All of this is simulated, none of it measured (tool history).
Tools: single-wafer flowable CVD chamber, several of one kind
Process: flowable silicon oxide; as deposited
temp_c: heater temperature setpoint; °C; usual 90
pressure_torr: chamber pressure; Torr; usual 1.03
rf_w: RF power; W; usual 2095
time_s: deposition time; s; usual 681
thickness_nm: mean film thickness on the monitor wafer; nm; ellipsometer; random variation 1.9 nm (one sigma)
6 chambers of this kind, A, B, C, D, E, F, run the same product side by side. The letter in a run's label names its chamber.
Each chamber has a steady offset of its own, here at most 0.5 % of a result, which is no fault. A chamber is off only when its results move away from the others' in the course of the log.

run	hour	temp_c	pressure_torr	rf_w	time_s	read-back reference wafer on the same gauge, thickness_nm	thickness_nm
1E	6.1	90	1.03	2095	681	831.19	795.59
2A	12.1	90	1.03	2095	681	830.99	799.36
3B	25.3	90	1.03	2095	681	830.77	795.35
4F	34.7	90	1.03	2095	681	831.56	795.60
5C	41.9	90	1.03	2095	681	830.74	799.63
6D	50.6	90	1.03	2095	681	830.40	795.07
7E	62.3	102	1.03	1910	681	831.07	521.49
8C	72.2	102	1.03	1910	681	831.29	527.41
9A	78.3	102	1.03	1910	681	831.10	528.48
10F	86.8	102	1.03	1910	681	830.88	526.15
11B	94.5	102	1.03	1910	681	831.30	528.44
12D	108.0	102	1.03	1910	681	831.28	525.06
13D	119.9	90	1.03	2095	681	831.25	791.45
14A	129.8	90	1.03	1790	681	830.97	769.85
15E	137.1	90	1.03	1790	681	831.29	770.61
16B	147.3	90	1.03	1790	681	830.71	766.37
17C	156.3	90	1.03	1790	681	831.53	770.35
18F	166.7	90	1.03	1790	681	831.21	766.93
19C	174.8	90	1.03	1790	681	831.22	774.05
20D	181.7	90	1.03	2095	681	830.82	796.85
21B	189.8	90	1.03	2095	681	830.79	799.02
22F	197.1	90	1.03	2095	681	830.87	794.90
23E	206.2	90	1.03	2095	681	830.84	800.59
24A	215.0	90	1.03	2095	681	831.54	786.42
25D	222.4	90	1.03	2095	681	831.25	798.78
# hour 223.5: chamber F: RF generator calibrated
26B	234.5	90	1.03	2095	681	830.56	793.87
27C	240.7	90	1.03	2095	681	830.80	798.46
28E	252.8	90	1.03	2095	681	831.17	795.18
29A	262.8	90	1.03	2095	681	831.08	781.40
30F	274.8	90	1.03	2095	681	831.17	796.30
31F	286.9	90	1.03	2095	681	831.00	795.66
32A	294.3	90	1.03	2095	681	830.85	781.15
33C	301.8	90	1.03	2095	681	830.94	797.64
# hour 304.0: chamber D: capacitance manometer re-zeroed and calibrated
34B	309.4	90	1.03	2095	681	831.01	794.79
# hour 315.2: chamber D: thermocouple changed; heater temperature recalibrated
35E	319.9	90	1.03	2095	681	830.99	803.09
36D	327.6	90	1.03	2095	798	830.95	934.96
37B	338.3	90	1.03	2095	798	831.56	934.32
38D	345.4	90	1.03	2095	798	830.92	935.05
39C	359.1	90	1.03	2095	798	831.10	937.67

What goes on in this fleet: one chamber off, a drifting gauge, or nothing beyond the chambers' own small offsets? Name the chamber and the cause, if any.

Chamber A drifts away from the others.
Cause: wafer temperature above the value expected at the setpoint (K) = 1.02.
The log may not tell that from: true pressure below the setpoint (%).

Here are 4 candidates for chamber A's next run, each the usual settings with a change, their results left as question marks. Which one brings its results back in line with what the others give on the usual settings?
In line means no further than this from the other chambers' mean on the usual settings: thickness_nm 6.60 nm
40A-1	369.1	90	1.03	1810	681		?
40A-2	369.1	90	1.02	2095	679		?
40A-3	369.1	90	1.05	2095	688		?
40A-4	369.1	90	1.04	2095	684		?

The other chambers' mean on the usual settings: thickness_nm 797.02 nm
run	thickness_nm
40A-1	747.93
40A-2	760.47
40A-3	796.77
40A-4	783.93
40A-3 brings the chamber back in line.

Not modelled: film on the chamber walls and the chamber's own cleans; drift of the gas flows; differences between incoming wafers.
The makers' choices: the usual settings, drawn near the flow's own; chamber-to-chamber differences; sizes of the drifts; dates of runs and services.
